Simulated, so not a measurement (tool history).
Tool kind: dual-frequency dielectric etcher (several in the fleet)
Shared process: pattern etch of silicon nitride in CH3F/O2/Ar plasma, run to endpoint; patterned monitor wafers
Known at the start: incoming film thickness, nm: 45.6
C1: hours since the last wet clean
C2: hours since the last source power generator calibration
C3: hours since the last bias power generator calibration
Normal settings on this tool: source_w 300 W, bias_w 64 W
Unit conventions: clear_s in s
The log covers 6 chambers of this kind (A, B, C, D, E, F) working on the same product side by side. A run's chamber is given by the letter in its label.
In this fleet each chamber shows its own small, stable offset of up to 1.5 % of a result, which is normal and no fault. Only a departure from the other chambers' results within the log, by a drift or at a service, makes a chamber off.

run 1F day=0.142 | source_w=300 bias_w=64 | C1=388.0 C2=2784.1 C3=3831.0 | clear_s=76.659
run 2B day=0.283 | source_w=300 bias_w=64 | C1=250.4 C2=2955.6 C3=2615.6 | clear_s=76.091
run 3D day=0.462 | source_w=300 bias_w=64 | C1=171.1 C2=1625.6 C3=2213.1 | clear_s=76.755
run 4A day=0.579 | source_w=300 bias_w=64 | C1=103.3 C2=618.4 C3=1006.9 | clear_s=76.060
run 5C day=0.733 | source_w=300 bias_w=64 | C1=86.4 C2=55.9 C3=3327.0 | clear_s=77.612
run 6E day=0.825 | source_w=300 bias_w=64 | C1=48.2 C2=1518.8 C3=1805.9 | clear_s=76.701
run 7E day=0.925 | source_w=300 bias_w=64 | C1=50.6 C2=1521.2 C3=1808.3 | clear_s=77.665
run 8F day=1.100 | source_w=300 bias_w=64 | C1=411.0 C2=2807.1 C3=3854.0 | clear_s=75.660
run 9D day=1.225 | source_w=300 bias_w=64 | C1=189.4 C2=1643.9 C3=2231.4 | clear_s=76.464
run 10C day=1.350 | source_w=300 bias_w=64 | C1=101.2 C2=70.7 C3=3341.8 | clear_s=77.110
run 11B day=1.529 | source_w=350 bias_w=64 | C1=280.3 C2=2985.5 C3=2645.5 | clear_s=70.968
run 12A day=1.679 | source_w=350 bias_w=64 | C1=129.7 C2=644.8 C3=1033.3 | clear_s=71.008
run 13D day=1.821 | source_w=350 bias_w=64 | C1=203.7 C2=1658.2 C3=2245.7 | clear_s=72.418
run 14F day=1.912 | source_w=350 bias_w=64 | C1=430.5 C2=2826.6 C3=3873.5 | clear_s=72.409
run 15B day=2.071 | source_w=350 bias_w=64 | C1=293.3 C2=2998.5 C3=2658.5 | clear_s=71.203
run 16A day=2.162 | source_w=350 bias_w=64 | C1=141.3 C2=656.4 C3=1044.9 | clear_s=70.879
run 17C day=2.329 | source_w=300 bias_w=64 | C1=124.7 C2=94.2 C3=3365.3 | clear_s=77.619
run 18E day=2.508 | source_w=300 bias_w=64 | C1=88.6 C2=1559.2 C3=1846.3 | clear_s=78.386
run 19D day=2.679 | source_w=300 bias_w=64 | C1=224.3 C2=1678.8 C3=2266.3 | clear_s=76.690
run 20F day=2.812 | source_w=300 bias_w=64 | C1=452.1 C2=2848.2 C3=3895.1 | clear_s=77.167
run 21A day=2.908 | source_w=300 bias_w=64 | C1=159.2 C2=674.3 C3=1062.8 | clear_s=76.211
run 22C day=3.008 | source_w=300 bias_w=64 | C1=141.0 C2=110.5 C3=3381.6 | clear_s=77.879
run 23B day=3.192 | source_w=240 bias_w=70 | C1=320.2 C2=3025.4 C3=2685.4 | clear_s=80.233
run 24E day=3.333 | source_w=240 bias_w=70 | C1=108.4 C2=1579.0 C3=1866.1 | clear_s=81.141
run 25E day=3.467 | source_w=240 bias_w=70 | C1=111.6 C2=1582.2 C3=1869.3 | clear_s=81.220
run 26A day=3.617 | source_w=240 bias_w=70 | C1=176.2 C2=691.3 C3=1079.8 | clear_s=80.374
run 27B day=3.704 | source_w=240 bias_w=70 | C1=332.5 C2=3037.7 C3=2697.7 | clear_s=79.371
run 28D day=3.888 | source_w=240 bias_w=70 | C1=253.3 C2=1707.8 C3=2295.3 | clear_s=80.135
run 29C day=4.012 | source_w=300 bias_w=64 | C1=165.1 C2=134.6 C3=3405.7 | clear_s=77.467
run 30F day=4.175 | source_w=300 bias_w=64 | C1=484.8 C2=2880.9 C3=3927.8 | clear_s=77.212
run 31E day=4.325 | source_w=300 bias_w=64 | C1=132.2 C2=1602.8 C3=1889.9 | clear_s=77.648
run 32B day=4.433 | source_w=300 bias_w=64 | C1=350.0 C2=3055.2 C3=2715.2 | clear_s=75.944
run 33A day=4.588 | source_w=300 bias_w=64 | C1=199.5 C2=714.6 C3=1103.1 | clear_s=76.431
run 34D day=4.717 | source_w=300 bias_w=64 | C1=273.2 C2=1727.7 C3=2315.2 | clear_s=75.820
run 35C day=4.883 | source_w=300 bias_w=64 | C1=186.0 C2=155.5 C3=3426.6 | clear_s=77.882
run 36F day=5.029 | source_w=300 bias_w=64 | C1=505.3 C2=2901.4 C3=3948.3 | clear_s=77.134
run 37B day=5.138 | source_w=300 bias_w=64 | C1=366.9 C2=3072.1 C3=2732.1 | clear_s=76.345
run 38A day=5.283 | source_w=300 bias_w=64 | C1=216.2 C2=731.3 C3=1119.8 | clear_s=76.332

Is one chamber out of step, is the gauge drifting, or do the chambers differ by no more than their own small offsets? For an off chamber, give its letter and the likeliest cause.

All chambers stay in line apart from their small fixed offsets, and the gauge does not drift.
